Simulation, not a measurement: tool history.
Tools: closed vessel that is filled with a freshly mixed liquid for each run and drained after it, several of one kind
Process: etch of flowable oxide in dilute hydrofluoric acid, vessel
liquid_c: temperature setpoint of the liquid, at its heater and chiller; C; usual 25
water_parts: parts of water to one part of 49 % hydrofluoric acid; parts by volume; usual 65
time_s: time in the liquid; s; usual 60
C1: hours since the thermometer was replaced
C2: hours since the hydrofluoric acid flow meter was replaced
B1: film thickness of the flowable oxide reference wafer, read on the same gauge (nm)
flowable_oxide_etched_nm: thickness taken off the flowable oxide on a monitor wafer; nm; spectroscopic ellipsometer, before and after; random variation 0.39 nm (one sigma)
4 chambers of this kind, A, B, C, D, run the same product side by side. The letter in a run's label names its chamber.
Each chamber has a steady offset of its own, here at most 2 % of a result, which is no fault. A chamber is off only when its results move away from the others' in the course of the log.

Run 1D, hour 7.1: usual settings; C1 395.1; C2 553.6; B1 129.98. Result: flowable_oxide_etched_nm 42.147 nm.
Run 2A, hour 18.7: usual settings; C1 2014.9; C2 673.2; B1 129.96. Result: flowable_oxide_etched_nm 41.75 nm.
Run 3C, hour 27.4: usual settings; C1 801.5; C2 638.9; B1 129.99. Result: flowable_oxide_etched_nm 41.997 nm.
Run 4B, hour 35.5: usual settings; C1 830.7; C2 648.7; B1 129.98. Result: flowable_oxide_etched_nm 42.139 nm.
Run 5B, hour 44.2: usual settings but liquid_c 29 C, water_parts 55 parts by volume; C1 839.4; C2 657.4; B1 130.02. Result: flowable_oxide_etched_nm 59.824 nm.
Run 6C, hour 53.7: usual settings but liquid_c 29 C, water_parts 55 parts by volume; C1 827.8; C2 665.2; B1 130. Result: flowable_oxide_etched_nm 58.953 nm.
Run 7D, hour 60.8: usual settings but liquid_c 29 C, water_parts 55 parts by volume; C1 448.8; C2 607.3; B1 129.98. Result: flowable_oxide_etched_nm 59.02 nm.
Run 8A, hour 72: usual settings but liquid_c 29 C, water_parts 55 parts by volume; C1 2068.2; C2 726.5; B1 129.98. Result: flowable_oxide_etched_nm 59.234 nm.
Run 9C, hour 81.4: usual settings; C1 855.5; C2 692.9; B1 130. Result: flowable_oxide_etched_nm 42.076 nm.
Run 10A, hour 90: usual settings but water_parts 55 parts by volume, time_s 90 s; C1 2086.2; C2 744.5; B1 129.97. Result: flowable_oxide_etched_nm 76.22 nm.
Run 11D, hour 98.4: usual settings but water_parts 55 parts by volume, time_s 90 s; C1 486.4; C2 644.9; B1 130.02. Result: flowable_oxide_etched_nm 76.245 nm.
Run 12B, hour 108.5: usual settings but water_parts 55 parts by volume, time_s 90 s; C1 903.7; C2 721.7; B1 130. Result: flowable_oxide_etched_nm 74.543 nm.
Run 13A, hour 122.9: usual settings but water_parts 55 parts by volume, time_s 90 s; C1 2119.1; C2 777.4; B1 129.99. Result: flowable_oxide_etched_nm 76.515 nm.
Run 14C, hour 131.2: usual settings; C1 905.3; C2 742.7; B1 130. Result: flowable_oxide_etched_nm 42.337 nm.
Run 15D, hour 141: usual settings but time_s 85 s; C1 529; C2 687.5; B1 130.03. Result: flowable_oxide_etched_nm 60.774 nm.
Run 16B, hour 152.8: usual settings but time_s 85 s; C1 948; C2 766; B1 130.01. Result: flowable_oxide_etched_nm 60.576 nm.
Run 17B, hour 163.8: usual settings but time_s 85 s; C1 959; C2 777; B1 130.02. Result: flowable_oxide_etched_nm 60.184 nm.
Run 18D, hour 174.4: usual settings but time_s 85 s; C1 562.4; C2 720.9; B1 130. Result: flowable_oxide_etched_nm 60.337 nm.
Run 19C, hour 181: usual settings but liquid_c 26.5 C; C1 955.1; C2 792.5; B1 130. Result: flowable_oxide_etched_nm 45.381 nm.
Run 20A, hour 193.1: usual settings but liquid_c 26.5 C; C1 2189.3; C2 847.6; B1 130.01. Result: flowable_oxide_etched_nm 45.17 nm.
Run 21B, hour 200.7: usual settings but liquid_c 26.5 C; C1 995.9; C2 813.9; B1 130. Result: flowable_oxide_etched_nm 44.768 nm.
Run 22D, hour 210.4: usual settings but liquid_c 26.5 C; C1 598.4; C2 756.9; B1 130.01. Result: flowable_oxide_etched_nm 44.948 nm.
At hour 216: chamber A: hydrofluoric acid flow meter replaced.
Run 23A, hour 217.8: usual settings; C1 2214; C2 1.8; B1 130. Result: flowable_oxide_etched_nm 42.603 nm.
Run 24C, hour 231.6: usual settings; C1 1005.7; C2 843.1; B1 129.98. Result: flowable_oxide_etched_nm 42.736 nm.
Run 25A, hour 240.4: usual settings; C1 2236.6; C2 24.4; B1 130.01. Result: flowable_oxide_etched_nm 42.608 nm.
Run 26D, hour 248.9: usual settings; C1 636.9; C2 795.4; B1 129.97. Result: flowable_oxide_etched_nm 42.055 nm.
Run 27B, hour 257.7: usual settings; C1 1052.9; C2 870.9; B1 130.01. Result: flowable_oxide_etched_nm 42.382 nm.
Run 28C, hour 271.9: usual settings; C1 1046; C2 883.4; B1 129.99. Result: flowable_oxide_etched_nm 42.76 nm.
Run 29B, hour 279.8: usual settings; C1 1075; C2 893; B1 130.03. Result: flowable_oxide_etched_nm 42.44 nm.
Run 30D, hour 290.2: usual settings; C1 678.2; C2 836.7; B1 130. Result: flowable_oxide_etched_nm 42.711 nm.
Run 31A, hour 300.5: usual settings; C1 2296.7; C2 84.5; B1 129.98. Result: flowable_oxide_etched_nm 42.526 nm.
Run 32C, hour 313.9: usual settings but water_parts 45 parts by volume; C1 1088; C2 925.4; B1 130.01. Result: flowable_oxide_etched_nm 63.274 nm.
Run 33C, hour 320.7: usual settings but water_parts 45 parts by volume; C1 1094.8; C2 932.2; B1 130.01. Result: flowable_oxide_etched_nm 61.745 nm.
Run 34D, hour 329.9: usual settings but water_parts 45 parts by volume; C1 717.9; C2 876.4; B1 130.02. Result: flowable_oxide_etched_nm 63.433 nm.
Run 35A, hour 339.4: usual settings but water_parts 45 parts by volume; C1 2335.6; C2 123.4; B1 130.01. Result: flowable_oxide_etched_nm 63.817 nm.
Run 36B, hour 352.3: usual settings; C1 1147.5; C2 965.5; B1 130. Result: flowable_oxide_etched_nm 42.279 nm.
At hour 360.3: chamber C: thermometer replaced.
Run 37C, hour 362.7: usual settings but water_parts 80 parts by volume, time_s 45 s; C1 2.4; C2 974.2; B1 129.98. Result: flowable_oxide_etched_nm 25.521 nm.

All 4 chambers run these settings next. Forecast each chamber's results:
Run 38A, hour 373.5: usual settings but time_s 35 s. Result: flowable_oxide_etched_nm ?.
Run 38B, hour 373.5: usual settings but time_s 35 s. Result: flowable_oxide_etched_nm ?.
Run 38C, hour 373.5: usual settings but time_s 35 s. Result: flowable_oxide_etched_nm ?.
Run 38D, hour 373.5: usual settings but time_s 35 s. Result: flowable_oxide_etched_nm ?.

run  flowable_oxide_etched_nm
38A                    24.985
38B                    24.384
38C                    24.875
38D                    24.925
